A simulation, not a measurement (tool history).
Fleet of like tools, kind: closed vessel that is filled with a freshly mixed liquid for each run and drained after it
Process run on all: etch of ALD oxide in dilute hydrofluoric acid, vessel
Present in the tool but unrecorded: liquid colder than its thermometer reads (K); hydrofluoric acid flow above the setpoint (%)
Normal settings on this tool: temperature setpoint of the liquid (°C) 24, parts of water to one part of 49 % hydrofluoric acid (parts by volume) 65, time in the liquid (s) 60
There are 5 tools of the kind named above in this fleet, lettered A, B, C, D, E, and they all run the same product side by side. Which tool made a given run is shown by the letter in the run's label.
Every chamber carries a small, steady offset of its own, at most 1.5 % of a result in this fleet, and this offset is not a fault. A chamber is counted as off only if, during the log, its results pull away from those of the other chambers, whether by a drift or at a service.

| run | day | temperature setpoint of the liquid (°C) | parts of water to one part of 49 % hydrofluoric acid (parts by volume) | time in the liquid (s) | hours since the thermometer was replaced | hours since the hydrofluoric acid flow meter was replaced | read-back film thickness of the ALD oxide reference wafer, read on the same gauge (nm) | thickness taken off the ALD oxide on a monitor wafer (Å) |
|---|---|---|---|---|---|---|---|---|
|  | 0.375 | chamber E: hydrofluoric acid flow meter replaced |
| 1E | 0.417 | 24 | 65 | 60 | 715.6 | 1.1 | 90.024 | 195.1 |
| 2B | 0.896 | 24 | 65 | 60 | 926.1 | 389.8 | 89.981 | 191.98 |
| 3A | 1.458 | 24 | 65 | 60 | 866.3 | 1602.9 | 89.996 | 194.77 |
| 4D | 1.758 | 24 | 65 | 60 | 882.7 | 1193 | 89.98 | 194.45 |
| 5C | 2.058 | 24 | 65 | 60 | 567.6 | 927.7 | 89.996 | 198 |
| 6A | 2.342 | 24 | 65 | 60 | 887.5 | 1624.1 | 89.987 | 192.42 |
| 7C | 2.721 | 24 | 65 | 60 | 583.5 | 943.6 | 89.985 | 199.76 |
| 8B | 2.971 | 24 | 65 | 60 | 975.9 | 439.6 | 90.021 | 195.8 |
| 9E | 3.283 | 24 | 65 | 60 | 784.4 | 69.9 | 90.004 | 199.63 |
| 10D | 3.646 | 24 | 65 | 60 | 928 | 1238.3 | 89.965 | 197.82 |
| 11C | 4.2 | 24 | 65 | 60 | 619 | 979.1 | 89.998 | 199.64 |
| 12D | 4.571 | 24 | 65 | 60 | 950.2 | 1260.5 | 89.993 | 196.45 |
| 13A | 5.117 | 24 | 65 | 60 | 954.1 | 1690.7 | 90.023 | 194.22 |
| 14B | 5.55 | 24 | 65 | 60 | 1037.8 | 501.5 | 90.04 | 196.4 |
| 15E | 6.021 | 24 | 65 | 60 | 850.1 | 135.6 | 89.978 | 198.59 |
| 16B | 6.304 | 24 | 65 | 60 | 1055.9 | 519.6 | 89.989 | 195.14 |
| 17A | 6.783 | 24 | 65 | 60 | 994.1 | 1730.7 | 90.028 | 192.88 |
| 18E | 7.283 | 24 | 65 | 60 | 880.4 | 165.9 | 90.007 | 197.84 |
| 19C | 7.65 | 24 | 65 | 60 | 701.8 | 1061.9 | 90.038 | 198.35 |
| 20D | 7.971 | 24 | 65 | 60 | 1031.8 | 1342.1 | 89.966 | 198.06 |
| 21D | 8.425 | 24 | 65 | 60 | 1042.7 | 1353 | 90.006 | 196.48 |
| 22A | 8.842 | 24 | 65 | 60 | 1043.5 | 1780.1 | 90.022 | 196.42 |
| 23E | 9.258 | 24 | 65 | 60 | 927.8 | 213.3 | 89.986 | 196.39 |
| 24B | 9.625 | 24 | 65 | 60 | 1135.6 | 599.3 | 89.999 | 193.11 |
| 25C | 9.871 | 21.5 | 65 | 60 | 755.1 | 1115.2 | 89.978 | 177.42 |
| 26D | 10.304 | 21.5 | 65 | 60 | 1087.8 | 1398.1 | 90.027 | 176 |
| 27E | 10.679 | 21.5 | 65 | 60 | 961.9 | 247.4 | 90.004 | 177.98 |
| 28C | 11.179 | 21.5 | 65 | 60 | 786.5 | 1146.6 | 89.954 | 180.16 |
| 29A | 11.592 | 21.5 | 65 | 60 | 1109.5 | 1846.1 | 89.997 | 175.68 |
|  | 11.917 | chamber D: hydrofluoric acid flow meter replaced |
| 30B | 12.038 | 24 | 65 | 60 | 1193.5 | 657.2 | 89.951 | 194.12 |
| 31E | 12.525 | 24 | 65 | 60 | 1006.2 | 291.7 | 89.984 | 194.9 |
|  | 12.908 | chamber A: hydrofluoric acid flow meter replaced |
| 32B | 13.079 | 24 | 65 | 60 | 1218.5 | 682.2 | 90.007 | 195.55 |
| 33A | 13.588 | 24 | 65 | 60 | 1157.4 | 16.3 | 90.001 | 193.06 |
| 34D | 14.05 | 24 | 65 | 60 | 1177.7 | 51.3 | 89.983 | 196.82 |
| 35C | 14.317 | 24 | 65 | 60 | 861.8 | 1221.9 | 90.019 | 198.69 |
| 36C | 14.642 | 24 | 65 | 60 | 869.6 | 1229.7 | 89.965 | 197.93 |
| 37E | 15.175 | 24 | 65 | 60 | 1069.8 | 355.3 | 90.034 | 197.81 |
| 38A | 15.533 | 24 | 65 | 60 | 1204.1 | 63 | 89.977 | 194.3 |
| 39D | 15.85 | 24 | 65 | 60 | 1220.9 | 94.5 | 90.018 | 195.14 |
| 40B | 16.4 | 24 | 65 | 30 | 1298.2 | 761.9 | 90.002 | 97.475 |

Predict what each chamber gives when all 5 of them run the settings below next.
| 41A | 16.804 | 28.5 | 65 | 60 |  |  |  | ? |
| 41B | 16.804 | 28.5 | 65 | 60 |  |  |  | ? |
| 41C | 16.804 | 28.5 | 65 | 60 |  |  |  | ? |
| 41D | 16.804 | 28.5 | 65 | 60 |  |  |  | ? |
| 41E | 16.804 | 28.5 | 65 | 60 |  |  |  | ? |

| run | thickness taken off the ALD oxide on a monitor wafer (Å) |
|---|---|
| 41A | 231.86 |
| 41B | 233.73 |
| 41C | 235.5 |
| 41D | 234.08 |
| 41E | 234.2 |

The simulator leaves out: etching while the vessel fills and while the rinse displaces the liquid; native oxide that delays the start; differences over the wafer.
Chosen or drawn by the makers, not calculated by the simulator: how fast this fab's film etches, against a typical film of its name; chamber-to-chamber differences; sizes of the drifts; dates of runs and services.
